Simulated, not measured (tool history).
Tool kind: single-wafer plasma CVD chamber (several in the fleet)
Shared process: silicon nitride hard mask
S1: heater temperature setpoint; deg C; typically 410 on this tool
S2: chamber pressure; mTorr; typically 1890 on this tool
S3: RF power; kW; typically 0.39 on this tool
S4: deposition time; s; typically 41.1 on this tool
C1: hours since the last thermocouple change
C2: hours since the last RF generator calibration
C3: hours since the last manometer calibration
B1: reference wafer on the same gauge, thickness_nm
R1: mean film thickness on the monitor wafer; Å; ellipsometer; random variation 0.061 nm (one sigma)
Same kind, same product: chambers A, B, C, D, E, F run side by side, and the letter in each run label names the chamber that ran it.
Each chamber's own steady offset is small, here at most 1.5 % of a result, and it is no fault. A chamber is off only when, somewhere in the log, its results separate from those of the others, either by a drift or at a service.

{"hour": 5.5, "done": "chamber F: capacitance manometer re-zeroed and calibrated"}
{"run": "1B", "hour": 5.9, "S1": 410, "S2": 1890, "S3": 0.39, "S4": 41.1, "C1": 234.2, "C2": 612.3, "C3": 998.7, "B1": 51.595, "R1": 583.79}
{"run": "2D", "hour": 9.6, "S1": 410, "S2": 1890, "S3": 0.39, "S4": 41.1, "C1": 1645.3, "C2": 1213.7, "C3": 815.7, "B1": 51.605, "R1": 582.93}
{"run": "3C", "hour": 13.2, "S1": 410, "S2": 1890, "S3": 0.39, "S4": 41.1, "C1": 2164.9, "C2": 525.6, "C3": 1137.4, "B1": 51.618, "R1": 583.09}
{"run": "4E", "hour": 19.7, "S1": 410, "S2": 1890, "S3": 0.39, "S4": 41.1, "C1": 931.5, "C2": 1106.6, "C3": 773.4, "B1": 51.62, "R1": 591.6}
{"run": "5A", "hour": 26.1, "S1": 410, "S2": 1890, "S3": 0.39, "S4": 41.1, "C1": 2974.3, "C2": 314.5, "C3": 824.8, "B1": 51.631, "R1": 582.59}
{"run": "6F", "hour": 31.6, "S1": 410, "S2": 1890, "S3": 0.39, "S4": 41.1, "C1": 2064.2, "C2": 757.1, "C3": 26.2, "B1": 51.622, "R1": 584.48}
{"run": "7C", "hour": 36.0, "S1": 410, "S2": 2220, "S3": 0.39, "S4": 41.1, "C1": 2187.7, "C2": 548.4, "C3": 1160.2, "B1": 51.636, "R1": 610.73}
{"run": "8A", "hour": 41.6, "S1": 410, "S2": 2220, "S3": 0.39, "S4": 41.1, "C1": 2989.8, "C2": 330, "C3": 840.3, "B1": 51.645, "R1": 606.55}
{"run": "9B", "hour": 46.5, "S1": 410, "S2": 2220, "S3": 0.39, "S4": 41.1, "C1": 274.8, "C2": 652.9, "C3": 1039.3, "B1": 51.646, "R1": 610.16}
{"run": "10F", "hour": 49.9, "S1": 410, "S2": 2220, "S3": 0.39, "S4": 41.1, "C1": 2082.5, "C2": 775.4, "C3": 44.5, "B1": 51.662, "R1": 607.73}
{"run": "11E", "hour": 54.8, "S1": 410, "S2": 2220, "S3": 0.39, "S4": 41.1, "C1": 966.6, "C2": 1141.7, "C3": 808.5, "B1": 51.645, "R1": 618.39}
{"run": "12D", "hour": 58.4, "S1": 410, "S2": 2220, "S3": 0.39, "S4": 41.1, "C1": 1694.1, "C2": 1262.5, "C3": 864.5, "B1": 51.671, "R1": 607.46}
{"run": "13C", "hour": 62.2, "S1": 410, "S2": 1890, "S3": 0.39, "S4": 41.1, "C1": 2213.9, "C2": 574.6, "C3": 1186.4, "B1": 51.671, "R1": 583.72}
{"run": "14B", "hour": 66.1, "S1": 410, "S2": 1890, "S3": 0.39, "S4": 41.1, "C1": 294.4, "C2": 672.5, "C3": 1058.9, "B1": 51.672, "R1": 584.97}
{"run": "15F", "hour": 73.3, "S1": 410, "S2": 1890, "S3": 0.39, "S4": 41.1, "C1": 2105.9, "C2": 798.8, "C3": 67.9, "B1": 51.687, "R1": 584.93}
{"run": "16E", "hour": 80.0, "S1": 410, "S2": 1890, "S3": 0.39, "S4": 41.1, "C1": 991.8, "C2": 1166.9, "C3": 833.7, "B1": 51.695, "R1": 592.11}
{"run": "17A", "hour": 85.8, "S1": 410, "S2": 1890, "S3": 0.39, "S4": 41.1, "C1": 3034, "C2": 374.2, "C3": 884.5, "B1": 51.697, "R1": 583.33}
{"run": "18D", "hour": 90.7, "S1": 410, "S2": 1890, "S3": 0.39, "S4": 41.1, "C1": 1726.4, "C2": 1294.8, "C3": 896.8, "B1": 51.694, "R1": 582.81}
{"run": "19E", "hour": 95.6, "S1": 410, "S2": 1890, "S3": 0.39, "S4": 41.1, "C1": 1007.4, "C2": 1182.5, "C3": 849.3, "B1": 51.703, "R1": 592.04}
{"run": "20F", "hour": 99.6, "S1": 410, "S2": 1890, "S3": 0.39, "S4": 41.1, "C1": 2132.2, "C2": 825.1, "C3": 94.2, "B1": 51.711, "R1": 585.22}
{"run": "21B", "hour": 106.3, "S1": 410, "S2": 1690, "S3": 0.46, "S4": 41.1, "C1": 334.6, "C2": 712.7, "C3": 1099.1, "B1": 51.704, "R1": 624.63}
{"run": "22C", "hour": 109.9, "S1": 410, "S2": 1690, "S3": 0.46, "S4": 41.1, "C1": 2261.6, "C2": 622.3, "C3": 1234.1, "B1": 51.709, "R1": 625.12}
{"run": "23A", "hour": 115.6, "S1": 410, "S2": 1690, "S3": 0.46, "S4": 41.1, "C1": 3063.8, "C2": 404, "C3": 914.3, "B1": 51.719, "R1": 621.5}
{"hour": 119.5, "done": "chamber E: thermocouple changed; heater temperature recalibrated"}
{"run": "24D", "hour": 120.3, "S1": 410, "S2": 1690, "S3": 0.46, "S4": 41.1, "C1": 1756, "C2": 1324.4, "C3": 926.4, "B1": 51.736, "R1": 621.82}
{"run": "25D", "hour": 124.5, "S1": 410, "S2": 1690, "S3": 0.46, "S4": 41.1, "C1": 1760.2, "C2": 1328.6, "C3": 930.6, "B1": 51.742, "R1": 622.93}
{"run": "26B", "hour": 127.9, "S1": 410, "S2": 1690, "S3": 0.46, "S4": 41.1, "C1": 356.2, "C2": 734.3, "C3": 1120.7, "B1": 51.739, "R1": 624.66}
{"run": "27F", "hour": 132.8, "S1": 410, "S2": 1890, "S3": 0.39, "S4": 41.1, "C1": 2165.4, "C2": 858.3, "C3": 127.4, "B1": 51.748, "R1": 586.19}
{"run": "28C", "hour": 136.6, "S1": 410, "S2": 1890, "S3": 0.39, "S4": 41.1, "C1": 2288.3, "C2": 649, "C3": 1260.8, "B1": 51.773, "R1": 586.26}
{"run": "29E", "hour": 143.0, "S1": 410, "S2": 1890, "S3": 0.39, "S4": 41.1, "C1": 23.6, "C2": 1229.9, "C3": 896.7, "B1": 51.767, "R1": 593.6}
{"run": "30A", "hour": 149.2, "S1": 410, "S2": 1890, "S3": 0.39, "S4": 41.1, "C1": 3097.4, "C2": 437.6, "C3": 947.9, "B1": 51.764, "R1": 583.53}
{"hour": 150.5, "done": "chamber A: thermocouple changed; heater temperature recalibrated"}
{"run": "31C", "hour": 156.0, "S1": 410, "S2": 1890, "S3": 0.39, "S4": 41.1, "C1": 2307.7, "C2": 668.4, "C3": 1280.2, "B1": 51.757, "R1": 586.15}
{"run": "32F", "hour": 162.5, "S1": 410, "S2": 1890, "S3": 0.39, "S4": 41.1, "C1": 2195.1, "C2": 888, "C3": 157.1, "B1": 51.781, "R1": 585.65}
{"run": "33A", "hour": 167.9, "S1": 410, "S2": 1890, "S3": 0.39, "S4": 41.1, "C1": 17.5, "C2": 456.3, "C3": 966.6, "B1": 51.788, "R1": 584.73}
{"run": "34E", "hour": 174.0, "S1": 417, "S2": 2100, "S3": 0.39, "S4": 41.1, "C1": 54.6, "C2": 1260.9, "C3": 927.7, "B1": 51.804, "R1": 608.18}
{"run": "35D", "hour": 177.9, "S1": 417, "S2": 2100, "S3": 0.39, "S4": 41.1, "C1": 1813.6, "C2": 1382, "C3": 984, "B1": 51.783, "R1": 599.26}
{"run": "36B", "hour": 181.4, "S1": 417, "S2": 2100, "S3": 0.39, "S4": 41.1, "C1": 409.7, "C2": 787.8, "C3": 1174.2, "B1": 51.806, "R1": 601.42}
{"run": "37F", "hour": 185.1, "S1": 417, "S2": 2100, "S3": 0.39, "S4": 41.1, "C1": 2217.7, "C2": 910.6, "C3": 179.7, "B1": 51.793, "R1": 599.47}
{"run": "38B", "hour": 189.0, "S1": 417, "S2": 2100, "S3": 0.39, "S4": 41.1, "C1": 417.3, "C2": 795.4, "C3": 1181.8, "B1": 51.811, "R1": 602.46}
{"run": "39E", "hour": 194.1, "S1": 417, "S2": 2100, "S3": 0.39, "S4": 41.1, "C1": 74.7, "C2": 1281, "C3": 947.8, "B1": 51.819, "R1": 607.94}

Next, all 6 chambers run the settings below, one line each with question marks for the results. What does each chamber give?
{"run": "40A", "hour": 199.3, "S1": 410, "S2": 1890, "S3": 0.39, "S4": 41.1, "R1": "?"}
{"run": "40B", "hour": 199.3, "S1": 410, "S2": 1890, "S3": 0.39, "S4": 41.1, "R1": "?"}
{"run": "40C", "hour": 199.3, "S1": 410, "S2": 1890, "S3": 0.39, "S4": 41.1, "R1": "?"}
{"run": "40D", "hour": 199.3, "S1": 410, "S2": 1890, "S3": 0.39, "S4": 41.1, "R1": "?"}
{"run": "40E", "hour": 199.3, "S1": 410, "S2": 1890, "S3": 0.39, "S4": 41.1, "R1": "?"}
{"run": "40F", "hour": 199.3, "S1": 410, "S2": 1890, "S3": 0.39, "S4": 41.1, "R1": "?"}

run=40A R1=584.24
run=40B R1=586.69
run=40C R1=587.31
run=40D R1=585.23
run=40E R1=594.05
run=40F R1=585.39

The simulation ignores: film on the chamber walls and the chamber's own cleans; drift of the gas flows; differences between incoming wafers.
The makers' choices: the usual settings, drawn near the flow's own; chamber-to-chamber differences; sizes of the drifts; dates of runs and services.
